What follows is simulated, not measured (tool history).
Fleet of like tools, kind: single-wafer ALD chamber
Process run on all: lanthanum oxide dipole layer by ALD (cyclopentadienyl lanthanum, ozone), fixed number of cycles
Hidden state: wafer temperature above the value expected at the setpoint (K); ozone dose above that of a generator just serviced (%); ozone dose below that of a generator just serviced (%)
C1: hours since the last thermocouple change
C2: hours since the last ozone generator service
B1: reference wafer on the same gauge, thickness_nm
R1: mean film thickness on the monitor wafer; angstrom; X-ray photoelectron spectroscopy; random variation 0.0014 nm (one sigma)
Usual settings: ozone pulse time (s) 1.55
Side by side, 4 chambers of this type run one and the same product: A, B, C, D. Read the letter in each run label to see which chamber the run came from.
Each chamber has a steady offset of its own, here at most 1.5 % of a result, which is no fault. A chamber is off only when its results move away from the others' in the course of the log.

{"run": "1D", "hour": 7.8, "ozone pulse time (s)": 1.55, "C1": 1348.2, "C2": 631.6, "B1": 0.60366, "R1": 5.4536}
{"run": "2C", "hour": 17.2, "ozone pulse time (s)": 1.55, "C1": 188.4, "C2": 1297.2, "B1": 0.60398, "R1": 5.4918}
{"run": "3A", "hour": 27.8, "ozone pulse time (s)": 1.55, "C1": 715.0, "C2": 1237.5, "B1": 0.60401, "R1": 5.5444}
{"run": "4B", "hour": 42.5, "ozone pulse time (s)": 1.55, "C1": 203.7, "C2": 1305.0, "B1": 0.60411, "R1": 5.5105}
{"run": "5A", "hour": 52.2, "ozone pulse time (s)": 1.55, "C1": 739.4, "C2": 1261.9, "B1": 0.60399, "R1": 5.5289}
{"run": "6D", "hour": 64.4, "ozone pulse time (s)": 1.55, "C1": 1404.8, "C2": 688.2, "B1": 0.60398, "R1": 5.4468}
{"run": "7B", "hour": 78.2, "ozone pulse time (s)": 1.55, "C1": 239.4, "C2": 1340.7, "B1": 0.60422, "R1": 5.5237}
{"run": "8C", "hour": 86.3, "ozone pulse time (s)": 1.55, "C1": 257.5, "C2": 1366.3, "B1": 0.60425, "R1": 5.4733}
{"run": "9C", "hour": 99.0, "ozone pulse time (s)": 1.55, "C1": 270.2, "C2": 1379.0, "B1": 0.60402, "R1": 5.4697}
{"run": "10B", "hour": 107.7, "ozone pulse time (s)": 1.55, "C1": 268.9, "C2": 1370.2, "B1": 0.60424, "R1": 5.5033}
{"run": "11A", "hour": 123.2, "ozone pulse time (s)": 1.55, "C1": 810.4, "C2": 1332.9, "B1": 0.60416, "R1": 5.5086}
{"run": "12D", "hour": 130.9, "ozone pulse time (s)": 1.55, "C1": 1471.3, "C2": 754.7, "B1": 0.60422, "R1": 5.4397}
{"run": "13B", "hour": 139.3, "ozone pulse time (s)": 2.08, "C1": 300.5, "C2": 1401.8, "B1": 0.60435, "R1": 5.6813}
{"hour": 150.1, "done": "chamber A: ozone generator serviced"}
{"run": "14A", "hour": 150.1, "ozone pulse time (s)": 2.08, "C1": 837.3, "C2": 0.1, "B1": 0.60387, "R1": 5.7067}
{"run": "15C", "hour": 158.8, "ozone pulse time (s)": 2.08, "C1": 330.0, "C2": 1438.8, "B1": 0.60368, "R1": 5.6253}
{"run": "16D", "hour": 168.7, "ozone pulse time (s)": 2.08, "C1": 1509.1, "C2": 792.5, "B1": 0.60392, "R1": 5.6223}
{"run": "17C", "hour": 179.1, "ozone pulse time (s)": 1.55, "C1": 350.3, "C2": 1459.1, "B1": 0.60377, "R1": 5.4873}
{"run": "18A", "hour": 192.9, "ozone pulse time (s)": 1.55, "C1": 880.1, "C2": 42.9, "B1": 0.6039, "R1": 5.5091}
{"hour": 193.0, "done": "chamber D: thermocouple changed; heater temperature recalibrated"}
{"run": "19B", "hour": 200.6, "ozone pulse time (s)": 1.55, "C1": 361.8, "C2": 1463.1, "B1": 0.60427, "R1": 5.5372}
{"run": "20D", "hour": 209.3, "ozone pulse time (s)": 1.55, "C1": 16.4, "C2": 833.1, "B1": 0.60459, "R1": 5.4254}
{"run": "21A", "hour": 217.6, "ozone pulse time (s)": 1.55, "C1": 904.8, "C2": 67.6, "B1": 0.60418, "R1": 5.5185}
{"run": "22B", "hour": 226.7, "ozone pulse time (s)": 1.55, "C1": 387.9, "C2": 1489.2, "B1": 0.6042, "R1": 5.5411}
{"run": "23D", "hour": 236.3, "ozone pulse time (s)": 1.55, "C1": 43.4, "C2": 860.1, "B1": 0.60442, "R1": 5.4527}
{"run": "24C", "hour": 250.6, "ozone pulse time (s)": 1.55, "C1": 421.8, "C2": 1530.6, "B1": 0.60423, "R1": 5.4745}
{"run": "25C", "hour": 264.1, "ozone pulse time (s)": 1.55, "C1": 435.3, "C2": 1544.1, "B1": 0.60418, "R1": 5.4981}
{"run": "26D", "hour": 274.3, "ozone pulse time (s)": 1.55, "C1": 81.4, "C2": 898.1, "B1": 0.60381, "R1": 5.4442}
{"run": "27B", "hour": 283.2, "ozone pulse time (s)": 1.55, "C1": 444.4, "C2": 1545.7, "B1": 0.60381, "R1": 5.5098}
{"run": "28A", "hour": 291.2, "ozone pulse time (s)": 1.55, "C1": 978.4, "C2": 141.2, "B1": 0.60399, "R1": 5.514}
{"run": "29C", "hour": 305.4, "ozone pulse time (s)": 1.55, "C1": 476.6, "C2": 1585.4, "B1": 0.60385, "R1": 5.5016}

The same settings go to every chamber for the next run, one line per chamber below. Forecast the results for each:
{"run": "30A", "hour": 316.9, "ozone pulse time (s)": 1.55, "R1": "?"}
{"run": "30B", "hour": 316.9, "ozone pulse time (s)": 1.55, "R1": "?"}
{"run": "30C", "hour": 316.9, "ozone pulse time (s)": 1.55, "R1": "?"}
{"run": "30D", "hour": 316.9, "ozone pulse time (s)": 1.55, "R1": "?"}

run=30A R1=5.5245
run=30B R1=5.5396
run=30C R1=5.4731
run=30D R1=5.4385
